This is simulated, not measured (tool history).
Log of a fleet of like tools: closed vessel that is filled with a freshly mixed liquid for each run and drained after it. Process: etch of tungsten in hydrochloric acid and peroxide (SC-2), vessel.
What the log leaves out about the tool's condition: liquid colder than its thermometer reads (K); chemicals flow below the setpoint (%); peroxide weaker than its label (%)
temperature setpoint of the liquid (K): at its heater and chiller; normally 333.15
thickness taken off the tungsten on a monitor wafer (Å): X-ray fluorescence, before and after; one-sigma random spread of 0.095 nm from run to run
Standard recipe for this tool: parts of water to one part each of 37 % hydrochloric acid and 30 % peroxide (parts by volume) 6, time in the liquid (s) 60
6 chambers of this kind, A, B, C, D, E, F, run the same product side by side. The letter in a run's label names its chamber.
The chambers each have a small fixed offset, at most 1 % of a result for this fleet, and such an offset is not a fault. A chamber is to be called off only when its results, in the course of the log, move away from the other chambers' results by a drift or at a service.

| run | hour | temperature setpoint of the liquid (K) | parts of water to one part each of 37 % hydrochloric acid and 30 % peroxide (parts by volume) | time in the liquid (s) | hours since the thermometer was replaced | hours since the chemicals flow meter was replaced | hours since the drum of peroxide was connected | read-back film thickness of the tungsten reference wafer, read on the same gauge (nm) | thickness taken off the tungsten on a monitor wafer (Å) |
|---|---|---|---|---|---|---|---|---|---|
| 1D | 3.7 | 333.15 | 6 | 60 | 1046.7 | 1571.6 | 393.3 | 70.019 | 194.96 |
| 2B | 7.7 | 333.15 | 6 | 60 | 273.1 | 675.9 | 1076.5 | 70.048 | 192.88 |
| 3E | 11.6 | 333.15 | 6 | 60 | 688.4 | 1199.4 | 421.2 | 69.967 | 191.95 |
| 4C | 14.2 | 333.15 | 6 | 60 | 2127.9 | 256.5 | 837 | 70.028 | 193.32 |
| 5A | 18 | 333.15 | 6 | 60 | 567.1 | 325.3 | 339.6 | 70.041 | 192.72 |
| 6F | 22.3 | 333.15 | 6 | 60 | 2809.8 | 530.5 | 237 | 69.963 | 194.8 |
| 7B | 28.1 | 333.15 | 6 | 60 | 293.5 | 696.3 | 1096.9 | 70.021 | 193.59 |
| 8F | 31.2 | 329.15 | 5 | 60 | 2818.7 | 539.4 | 245.9 | 69.996 | 172.49 |
| 9A | 36.2 | 329.15 | 5 | 60 | 585.3 | 343.5 | 357.8 | 69.973 | 170.73 |
| 10D | 39.7 | 329.15 | 5 | 60 | 1082.7 | 1607.6 | 429.3 | 69.984 | 173.48 |
| 11C | 44.3 | 329.15 | 5 | 60 | 2158 | 286.6 | 867.1 | 70.001 | 172.52 |
| 12E | 49.9 | 329.15 | 5 | 60 | 726.7 | 1237.7 | 459.5 | 70.007 | 171.12 |
| 13E | 55.7 | 329.15 | 5 | 60 | 732.5 | 1243.5 | 465.3 | 70.002 | 169.23 |
| 14B | 58.7 | 333.15 | 6 | 60 | 324.1 | 726.9 | 1127.5 | 70.008 | 193.22 |
|  | 61.8 | chamber E: new drum of peroxide connected |
| 15D | 63.7 | 326.15 | 9 | 60 | 1106.7 | 1631.6 | 453.3 | 70.01 | 90.656 |
| 16F | 68.1 | 326.15 | 9 | 60 | 2855.6 | 576.3 | 282.8 | 70.051 | 89.336 |
| 17C | 72.6 | 326.15 | 9 | 60 | 2186.3 | 314.9 | 895.4 | 69.992 | 90.083 |
| 18A | 76.4 | 326.15 | 9 | 60 | 625.5 | 383.7 | 398 | 69.956 | 90.656 |
| 19B | 82.2 | 326.15 | 9 | 60 | 347.6 | 750.4 | 1151 | 70 | 88.762 |
| 20D | 88 | 326.15 | 9 | 60 | 1131 | 1655.9 | 477.6 | 69.998 | 90.615 |
| 21A | 90.7 | 333.15 | 6 | 60 | 639.8 | 398 | 412.3 | 69.958 | 192.64 |
| 22F | 95.9 | 333.15 | 6 | 60 | 2883.4 | 604.1 | 310.6 | 69.968 | 191.1 |
| 23C | 99.9 | 333.15 | 6 | 60 | 2213.6 | 342.2 | 922.7 | 69.987 | 194.01 |
| 24E | 103.2 | 333.15 | 6 | 60 | 780 | 1291 | 41.4 | 70.009 | 193.39 |
| 25E | 108.3 | 333.15 | 6 | 60 | 785.1 | 1296.1 | 46.5 | 69.998 | 192.16 |
| 26F | 114 | 333.15 | 6 | 60 | 2901.5 | 622.2 | 328.7 | 70.007 | 189.91 |
| 27D | 116.8 | 333.15 | 6 | 60 | 1159.8 | 1684.7 | 506.4 | 69.95 | 195.72 |
| 28B | 119.4 | 333.15 | 6 | 60 | 384.8 | 787.6 | 1188.2 | 69.999 | 195.01 |
| 29A | 123.4 | 333.15 | 6 | 60 | 672.5 | 430.7 | 445 | 70.029 | 194.41 |
| 30C | 128.9 | 333.15 | 6 | 60 | 2242.6 | 371.2 | 951.7 | 70.005 | 194.29 |
| 31C | 132.1 | 333.15 | 6 | 60 | 2245.8 | 374.4 | 954.9 | 70.001 | 195.12 |
| 32F | 136.8 | 333.15 | 6 | 60 | 2924.3 | 645 | 351.5 | 69.965 | 190.52 |
|  | 140 | chamber A: new drum of peroxide connected |
| 33A | 142.1 | 333.15 | 6 | 80 | 691.2 | 449.4 | 2.1 | 69.96 | 256.8 |
| 34E | 146 | 333.15 | 6 | 80 | 822.8 | 1333.8 | 84.2 | 69.959 | 257.9 |
|  | 150.5 | chamber E: thermometer replaced |
| 35D | 150.6 | 333.15 | 6 | 80 | 1193.6 | 1718.5 | 540.2 | 70.027 | 260.42 |
| 36B | 156 | 333.15 | 6 | 80 | 421.4 | 824.2 | 1224.8 | 70.014 | 259.23 |
| 37D | 159.4 | 333.15 | 6 | 80 | 1202.4 | 1727.3 | 549 | 70.005 | 258.15 |
| 38C | 163.3 | 333.15 | 6 | 80 | 2277 | 405.6 | 986.1 | 70.014 | 257.2 |
| 39E | 167.4 | 333.15 | 6 | 60 | 17 | 1355.2 | 105.6 | 70.007 | 194.64 |
| 40A | 172.2 | 333.15 | 6 | 60 | 721.3 | 479.5 | 32.2 | 69.978 | 194.07 |
| 41B | 176 | 333.15 | 6 | 60 | 441.4 | 844.2 | 1244.8 | 69.975 | 193.69 |

One chamber off, gauge drift, or nothing amiss beyond the chambers' own small offsets? If it is a chamber, which one, and what is the likeliest cause?

It is chamber F that slowly wanders off from its peers.
Likeliest cause: chemicals flow below the setpoint (%) = 5.38.
Not necessarily distinguishable in this log from: liquid colder than its thermometer reads (K); peroxide weaker than its label (%).

Which of the 4 candidates below, each the usual settings with something changed and its results left as question marks, puts chamber F back in line with what the other chambers give on the usual settings?
Maximum distance from the other chambers' mean on the usual settings for a result to count as in line: thickness taken off the tungsten on a monitor wafer (Å) 3.3
| 42F-1 | 180.2 | 333.15 | 6.5 | 60 |  |  |  |  | ? |
| 42F-2 | 180.2 | 333.15 | 5.5 | 60 |  |  |  |  | ? |
| 42F-3 | 180.2 | 333.65 | 6 | 60 |  |  |  |  | ? |
| 42F-4 | 180.2 | 332.65 | 6 | 60 |  |  |  |  | ? |

The other chambers' mean on the usual settings: thickness taken off the tungsten on a monitor wafer (Å) 193.95
| run | thickness taken off the tungsten on a monitor wafer (Å) |
|---|---|
| 42F-1 | 176.06 |
| 42F-2 | 200.22 |
| 42F-3 | 193.45 |
| 42F-4 | 181.46 |
The answer is 42F-3, which returns the chamber to within the allowed miss of the others.
